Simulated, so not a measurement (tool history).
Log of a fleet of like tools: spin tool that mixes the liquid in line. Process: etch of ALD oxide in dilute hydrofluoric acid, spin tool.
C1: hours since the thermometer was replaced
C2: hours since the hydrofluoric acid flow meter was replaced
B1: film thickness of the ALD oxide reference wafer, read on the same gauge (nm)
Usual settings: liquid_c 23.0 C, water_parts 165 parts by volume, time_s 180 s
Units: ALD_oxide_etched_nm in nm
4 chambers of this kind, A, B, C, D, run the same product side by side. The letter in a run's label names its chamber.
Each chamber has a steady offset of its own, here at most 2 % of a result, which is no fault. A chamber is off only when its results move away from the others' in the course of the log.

run 1B hour=10.5 | liquid_c=23.0 water_parts=165 time_s=180 | C1=534.6 C2=265.9 | B1=60.027 | ALD_oxide_etched_nm=12.0430
run 2A hour=19.8 | liquid_c=23.0 water_parts=165 time_s=180 | C1=462.7 C2=189.7 | B1=59.987 | ALD_oxide_etched_nm=12.0740
run 3C hour=25.7 | liquid_c=23.0 water_parts=165 time_s=180 | C1=1064.6 C2=569.3 | B1=60.008 | ALD_oxide_etched_nm=12.0950
run 4D hour=33.9 | liquid_c=23.0 water_parts=165 time_s=180 | C1=423.6 C2=1711.9 | B1=60.028 | ALD_oxide_etched_nm=11.9900
run 5C hour=45.9 | liquid_c=23.0 water_parts=165 time_s=260 | C1=1084.8 C2=589.5 | B1=60.011 | ALD_oxide_etched_nm=17.8500
run 6A hour=55.5 | liquid_c=23.0 water_parts=165 time_s=260 | C1=498.4 C2=225.4 | B1=59.997 | ALD_oxide_etched_nm=17.2660
run 7D hour=64.4 | liquid_c=23.0 water_parts=165 time_s=260 | C1=454.1 C2=1742.4 | B1=59.998 | ALD_oxide_etched_nm=17.2830
run 8B hour=72.9 | liquid_c=23.0 water_parts=165 time_s=260 | C1=597.0 C2=328.3 | B1=59.999 | ALD_oxide_etched_nm=17.6630
run 9C hour=82.6 | liquid_c=23.0 water_parts=165 time_s=180 | C1=1121.5 C2=626.2 | B1=60.007 | ALD_oxide_etched_nm=12.3190
run 10B hour=94.3 | liquid_c=23.0 water_parts=240 time_s=180 | C1=618.4 C2=349.7 | B1=60.001 | ALD_oxide_etched_nm=7.8739
run 11D hour=103.2 | liquid_c=23.0 water_parts=240 time_s=180 | C1=492.9 C2=1781.2 | B1=59.982 | ALD_oxide_etched_nm=7.6415
run 12A hour=112.3 | liquid_c=23.0 water_parts=240 time_s=180 | C1=555.2 C2=282.2 | B1=59.999 | ALD_oxide_etched_nm=7.7215
run 13C hour=121.6 | liquid_c=23.0 water_parts=240 time_s=180 | C1=1160.5 C2=665.2 | B1=60.001 | ALD_oxide_etched_nm=7.7585
run 14D hour=130.1 | liquid_c=23.0 water_parts=165 time_s=180 | C1=519.8 C2=1808.1 | B1=59.980 | ALD_oxide_etched_nm=11.8690
run 15A hour=137.5 | liquid_c=23.0 water_parts=165 time_s=180 | C1=580.4 C2=307.4 | B1=60.008 | ALD_oxide_etched_nm=11.8840
run 16B hour=148.6 | liquid_c=23.0 water_parts=165 time_s=180 | C1=672.7 C2=404.0 | B1=59.997 | ALD_oxide_etched_nm=12.1910
run 17D hour=158.1 | liquid_c=23.0 water_parts=165 time_s=180 | C1=547.8 C2=1836.1 | B1=59.983 | ALD_oxide_etched_nm=12.0090
run 18B hour=165.4 | liquid_c=23.0 water_parts=165 time_s=180 | C1=689.5 C2=420.8 | B1=59.974 | ALD_oxide_etched_nm=12.1150
run 19A hour=173.3 | liquid_c=23.0 water_parts=165 time_s=180 | C1=616.2 C2=343.2 | B1=60.006 | ALD_oxide_etched_nm=11.7870
run 20C hour=180.5 | liquid_c=21.5 water_parts=165 time_s=260 | C1=1219.4 C2=724.1 | B1=60.019 | ALD_oxide_etched_nm=16.5910
run 21B hour=187.8 | liquid_c=21.5 water_parts=165 time_s=260 | C1=711.9 C2=443.2 | B1=60.018 | ALD_oxide_etched_nm=16.6050
run 22D hour=198.1 | liquid_c=21.5 water_parts=165 time_s=260 | C1=587.8 C2=1876.1 | B1=60.014 | ALD_oxide_etched_nm=16.2400
run 23A hour=207.4 | liquid_c=21.5 water_parts=165 time_s=260 | C1=650.3 C2=377.3 | B1=60.018 | ALD_oxide_etched_nm=16.5560
run 24C hour=215.5 | liquid_c=23.0 water_parts=165 time_s=180 | C1=1254.4 C2=759.1 | B1=60.021 | ALD_oxide_etched_nm=12.1820
-- hour=222.1 chamber A: hydrofluoric acid flow meter replaced
run 25C hour=225.0 | liquid_c=23.0 water_parts=165 time_s=180 | C1=1263.9 C2=768.6 | B1=59.984 | ALD_oxide_etched_nm=12.3070
run 26D hour=231.0 | liquid_c=23.0 water_parts=165 time_s=180 | C1=620.7 C2=1909.0 | B1=59.984 | ALD_oxide_etched_nm=11.9120
run 27A hour=238.4 | liquid_c=23.0 water_parts=215 time_s=75 | C1=681.3 C2=16.4 | B1=60.006 | ALD_oxide_etched_nm=3.7090
run 28B hour=246.6 | liquid_c=23.0 water_parts=215 time_s=75 | C1=770.7 C2=502.0 | B1=60.030 | ALD_oxide_etched_nm=3.5493
-- hour=249.7 chamber C: hydrofluoric acid flow meter replaced
-- hour=252.7 chamber D: hydrofluoric acid flow meter replaced
run 29A hour=258.6 | liquid_c=23.0 water_parts=215 time_s=75 | C1=701.5 C2=36.6 | B1=60.023 | ALD_oxide_etched_nm=3.7107
run 30B hour=268.9 | liquid_c=23.0 water_parts=215 time_s=75 | C1=793.0 C2=524.3 | B1=60.017 | ALD_oxide_etched_nm=3.4874
run 31D hour=277.7 | liquid_c=23.0 water_parts=165 time_s=180 | C1=667.4 C2=25.0 | B1=59.986 | ALD_oxide_etched_nm=11.9330
run 32C hour=286.6 | liquid_c=23.0 water_parts=165 time_s=180 | C1=1325.5 C2=37.0 | B1=59.994 | ALD_oxide_etched_nm=12.3360
run 33C hour=292.1 | liquid_c=23.0 water_parts=190 time_s=180 | C1=1331.0 C2=42.5 | B1=60.019 | ALD_oxide_etched_nm=10.2910
run 34D hour=300.7 | liquid_c=23.0 water_parts=190 time_s=180 | C1=690.4 C2=48.0 | B1=60.018 | ALD_oxide_etched_nm=10.3160
run 35A hour=312.9 | liquid_c=23.0 water_parts=190 time_s=180 | C1=755.8 C2=90.9 | B1=60.017 | ALD_oxide_etched_nm=10.3670
run 36B hour=323.2 | liquid_c=23.0 water_parts=190 time_s=180 | C1=847.3 C2=578.6 | B1=60.004 | ALD_oxide_etched_nm=9.7790
run 37B hour=334.5 | liquid_c=23.0 water_parts=165 time_s=180 | C1=858.6 C2=589.9 | B1=60.025 | ALD_oxide_etched_nm=11.4320
run 38D hour=345.9 | liquid_c=23.0 water_parts=165 time_s=180 | C1=735.6 C2=93.2 | B1=59.973 | ALD_oxide_etched_nm=12.0660

Is one chamber off against the others, does the gauge drift, or is nothing wrong? If a chamber is off, say which, and what the likeliest cause is.

Chamber B drifts away from the others.
Cause: hydrofluoric acid flow below the setpoint (%) = 6.09.
The log may not tell that from: liquid colder than its thermometer reads (K).

Here are 4 candidates for chamber B's next run, each the usual settings with a change, their results left as question marks. Which one brings its results back in line with what the others give on the usual settings?
In line means no further than this from the other chambers' mean on the usual settings: ALD_oxide_etched_nm 0.3500 nm
run 39B-1 hour=355.0 | liquid_c=23.0 water_parts=155 time_s=180 | ALD_oxide_etched_nm=?
run 39B-2 hour=355.0 | liquid_c=23.0 water_parts=165 time_s=185 | ALD_oxide_etched_nm=?
run 39B-3 hour=355.0 | liquid_c=21.0 water_parts=165 time_s=180 | ALD_oxide_etched_nm=?
run 39B-4 hour=355.0 | liquid_c=23.0 water_parts=165 time_s=175 | ALD_oxide_etched_nm=?

The other chambers' mean on the usual settings: ALD_oxide_etched_nm 12.0840 nm
run=39B-1 ALD_oxide_etched_nm=12.0600
run=39B-2 ALD_oxide_etched_nm=11.5190
run=39B-3 ALD_oxide_etched_nm=10.3880
run=39B-4 ALD_oxide_etched_nm=10.8970
39B-1 brings the chamber back in line.
